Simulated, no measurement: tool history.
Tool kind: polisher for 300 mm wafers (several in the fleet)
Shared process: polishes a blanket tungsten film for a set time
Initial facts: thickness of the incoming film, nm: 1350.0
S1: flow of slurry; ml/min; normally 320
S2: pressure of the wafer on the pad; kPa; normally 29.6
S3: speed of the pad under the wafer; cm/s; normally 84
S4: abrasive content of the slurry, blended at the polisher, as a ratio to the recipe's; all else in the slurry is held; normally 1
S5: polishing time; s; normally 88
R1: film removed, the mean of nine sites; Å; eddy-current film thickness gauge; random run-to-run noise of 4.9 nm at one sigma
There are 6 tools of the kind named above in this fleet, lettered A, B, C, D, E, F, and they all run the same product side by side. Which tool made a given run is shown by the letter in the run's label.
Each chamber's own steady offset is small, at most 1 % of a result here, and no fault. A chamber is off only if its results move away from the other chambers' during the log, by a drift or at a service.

{"hour": 2.2, "done": "chamber D: slurry tank refilled with fresh slurry and peroxide"}
{"run": "1E", "hour": 2.8, "S1": 320, "S2": 29.6, "S3": 84, "S4": 1, "S5": 88, "R1": 3579.6}
{"run": "2A", "hour": 6.8, "S1": 320, "S2": 29.6, "S3": 84, "S4": 1, "S5": 88, "R1": 3668.4}
{"run": "3B", "hour": 10.0, "S1": 320, "S2": 29.6, "S3": 84, "S4": 1, "S5": 88, "R1": 3674.8}
{"run": "4F", "hour": 13.7, "S1": 320, "S2": 29.6, "S3": 84, "S4": 1, "S5": 88, "R1": 3674}
{"hour": 15.5, "done": "chamber E: slurry tank refilled with fresh slurry and peroxide"}
{"run": "5C", "hour": 17.0, "S1": 320, "S2": 29.6, "S3": 84, "S4": 1, "S5": 88, "R1": 3673.1}
{"hour": 18.8, "done": "chamber E: slurry blender recalibrated"}
{"run": "6D", "hour": 22.0, "S1": 420, "S2": 29.6, "S3": 84, "S4": 1, "S5": 102, "R1": 4344.4}
{"run": "7A", "hour": 27.4, "S1": 420, "S2": 29.6, "S3": 84, "S4": 1, "S5": 102, "R1": 4289.8}
{"run": "8E", "hour": 30.1, "S1": 420, "S2": 29.6, "S3": 84, "S4": 1, "S5": 102, "R1": 4364.8}
{"hour": 31.4, "done": "chamber E: worn pad replaced by a new one"}
{"hour": 31.7, "done": "chamber A: worn pad replaced by a new one"}
{"run": "9B", "hour": 33.0, "S1": 420, "S2": 29.6, "S3": 84, "S4": 1, "S5": 102, "R1": 4402.8}
{"hour": 37.0, "done": "chamber B: worn pad replaced by a new one"}
{"run": "10D", "hour": 37.3, "S1": 420, "S2": 29.6, "S3": 84, "S4": 1, "S5": 102, "R1": 4345.8}
{"hour": 38.3, "done": "chamber C: worn pad replaced by a new one"}
{"hour": 42.5, "done": "chamber F: worn pad replaced by a new one"}
{"run": "11C", "hour": 43.0, "S1": 420, "S2": 29.6, "S3": 84, "S4": 1, "S5": 102, "R1": 4334.8}
{"run": "12F", "hour": 46.9, "S1": 320, "S2": 29.6, "S3": 84, "S4": 1, "S5": 88, "R1": 3755.3}
{"hour": 47.2, "done": "chamber F: slurry tank refilled with fresh slurry and peroxide"}
{"hour": 47.5, "done": "chamber C: slurry tank refilled with fresh slurry and peroxide"}
{"run": "13E", "hour": 49.6, "S1": 320, "S2": 29.6, "S3": 84, "S4": 1, "S5": 88, "R1": 3602.9}
{"hour": 52.7, "done": "chamber C: slurry blender recalibrated"}
{"run": "14F", "hour": 54.9, "S1": 320, "S2": 29.6, "S3": 84, "S4": 1, "S5": 88, "R1": 3659.5}
{"hour": 56.4, "done": "chamber E: slurry tank refilled with fresh slurry and peroxide"}
{"run": "15D", "hour": 58.5, "S1": 320, "S2": 29.6, "S3": 84, "S4": 1, "S5": 88, "R1": 3701.8}
{"run": "16B", "hour": 63.0, "S1": 320, "S2": 29.6, "S3": 84, "S4": 1, "S5": 113, "R1": 4781.4}
{"hour": 63.2, "done": "chamber D: worn pad replaced by a new one"}
{"run": "17C", "hour": 66.8, "S1": 320, "S2": 29.6, "S3": 84, "S4": 1, "S5": 113, "R1": 4724.2}
{"hour": 68.9, "done": "chamber F: head pressure recalibrated"}
{"run": "18A", "hour": 70.1, "S1": 320, "S2": 29.6, "S3": 84, "S4": 1, "S5": 113, "R1": 4650.8}
{"hour": 70.6, "done": "chamber D: slurry nozzle cleaned"}
{"hour": 70.8, "done": "chamber D: slurry blender recalibrated"}
{"run": "19E", "hour": 75.9, "S1": 320, "S2": 29.6, "S3": 84, "S4": 1, "S5": 113, "R1": 4757.8}
{"hour": 78.0, "done": "chamber E: worn pad replaced by a new one"}
{"run": "20B", "hour": 79.1, "S1": 320, "S2": 29.6, "S3": 84, "S4": 1, "S5": 113, "R1": 4756}
{"run": "21F", "hour": 85.2, "S1": 320, "S2": 29.6, "S3": 84, "S4": 1, "S5": 113, "R1": 4685.4}
{"hour": 88.9, "done": "chamber F: worn pad replaced by a new one"}
{"run": "22D", "hour": 89.0, "S1": 320, "S2": 29.6, "S3": 84, "S4": 1, "S5": 88, "R1": 3710.4}
{"run": "23C", "hour": 93.9, "S1": 320, "S2": 29.6, "S3": 84, "S4": 1, "S5": 88, "R1": 3619.6}
{"hour": 94.0, "done": "chamber A: slurry tank refilled with fresh slurry and peroxide"}
{"run": "24A", "hour": 99.1, "S1": 320, "S2": 29.6, "S3": 84, "S4": 1, "S5": 88, "R1": 3673.4}
{"run": "25B", "hour": 101.9, "S1": 320, "S2": 29.6, "S3": 84, "S4": 1, "S5": 88, "R1": 3870.9}
{"hour": 102.5, "done": "chamber F: slurry tank refilled with fresh slurry and peroxide"}
{"hour": 103.6, "done": "chamber F: slurry blender recalibrated"}
{"hour": 105.8, "done": "chamber B: worn pad replaced by a new one"}
{"hour": 106.3, "done": "chamber A: worn pad replaced by a new one"}
{"hour": 106.4, "done": "chamber F: slurry nozzle cleaned"}
{"run": "26F", "hour": 107.6, "S1": 320, "S2": 29.6, "S3": 84, "S4": 1, "S5": 88, "R1": 3635.5}
{"hour": 108.4, "done": "chamber E: slurry tank refilled with fresh slurry and peroxide"}
{"run": "27D", "hour": 112.0, "S1": 320, "S2": 29.6, "S3": 68, "S4": 1, "S5": 63, "R1": 2084.1}
{"run": "28A", "hour": 115.8, "S1": 320, "S2": 29.6, "S3": 68, "S4": 1, "S5": 63, "R1": 2143.7}
{"run": "29E", "hour": 119.3, "S1": 320, "S2": 29.6, "S3": 68, "S4": 1, "S5": 63, "R1": 2121.9}
{"run": "30C", "hour": 125.0, "S1": 320, "S2": 29.6, "S3": 68, "S4": 1, "S5": 63, "R1": 2129.5}
{"hour": 126.6, "done": "chamber E: worn pad replaced by a new one"}
{"run": "31C", "hour": 128.1, "S1": 320, "S2": 29.6, "S3": 68, "S4": 1, "S5": 63, "R1": 2142.7}
{"hour": 132.9, "done": "chamber B: slurry blender recalibrated"}
{"run": "32A", "hour": 133.0, "S1": 320, "S2": 29.6, "S3": 68, "S4": 1, "S5": 63, "R1": 2161.3}
{"run": "33D", "hour": 138.2, "S1": 320, "S2": 29.6, "S3": 84, "S4": 1, "S5": 88, "R1": 3731.3}
{"hour": 140.6, "done": "chamber F: worn pad replaced by a new one"}
{"run": "34E", "hour": 141.3, "S1": 320, "S2": 29.6, "S3": 84, "S4": 1, "S5": 88, "R1": 3777.3}
{"hour": 144.8, "done": "chamber B: slurry tank refilled with fresh slurry and peroxide"}
{"hour": 145.0, "done": "chamber D: worn pad replaced by a new one"}
{"run": "35B", "hour": 146.4, "S1": 320, "S2": 29.6, "S3": 84, "S4": 1, "S5": 88, "R1": 3994.6}
{"run": "36F", "hour": 149.7, "S1": 320, "S2": 29.6, "S3": 84, "S4": 1, "S5": 88, "R1": 3579.5}
{"hour": 152.3, "done": "chamber F: slurry tank refilled with fresh slurry and peroxide"}
{"run": "37D", "hour": 155.9, "S1": 320, "S2": 34.5, "S3": 58, "S4": 1, "S5": 88, "R1": 2977.9}
{"run": "38F", "hour": 160.3, "S1": 320, "S2": 34.5, "S3": 58, "S4": 1, "S5": 88, "R1": 2977.6}
{"run": "39B", "hour": 165.3, "S1": 320, "S2": 34.5, "S3": 58, "S4": 1, "S5": 88, "R1": 3142.9}

Decide between three cases: one chamber stands off from its peers, the gauge reading all wafers drifts, or nothing is wrong past each chamber's small offset. Where a chamber is off, say which and what most likely put it there.

Chamber B drifts away from the others.
Likeliest cause: head's pressure above its setpoint, % = 10.9.

Which of the 4 candidates below, each the usual settings with something changed and its results left as question marks, puts chamber B back in line with what the other chambers give on the usual settings?
To be in line, a result may differ from the other chambers' mean on the usual settings by at most: R1 170 Å
{"run": "40B-1", "hour": 169.6, "S1": 320, "S2": 31, "S3": 88, "S4": 1, "S5": 88, "R1": "?"}
{"run": "40B-2", "hour": 169.6, "S1": 320, "S2": 32.4, "S3": 84, "S4": 1, "S5": 96, "R1": "?"}
{"run": "40B-3", "hour": 169.6, "S1": 320, "S2": 26.9, "S3": 84, "S4": 1, "S5": 80, "R1": "?"}
{"run": "40B-4", "hour": 169.6, "S1": 320, "S2": 28.3, "S3": 80, "S4": 1, "S5": 88, "R1": "?"}

Average result of the remaining chambers running the usual settings: R1 3671.6 Å
run=40B-1 R1=4451.6
run=40B-2 R1=4839.8
run=40B-3 R1=3344.5
run=40B-4 R1=3682.1
40B-4 brings the chamber back in line.
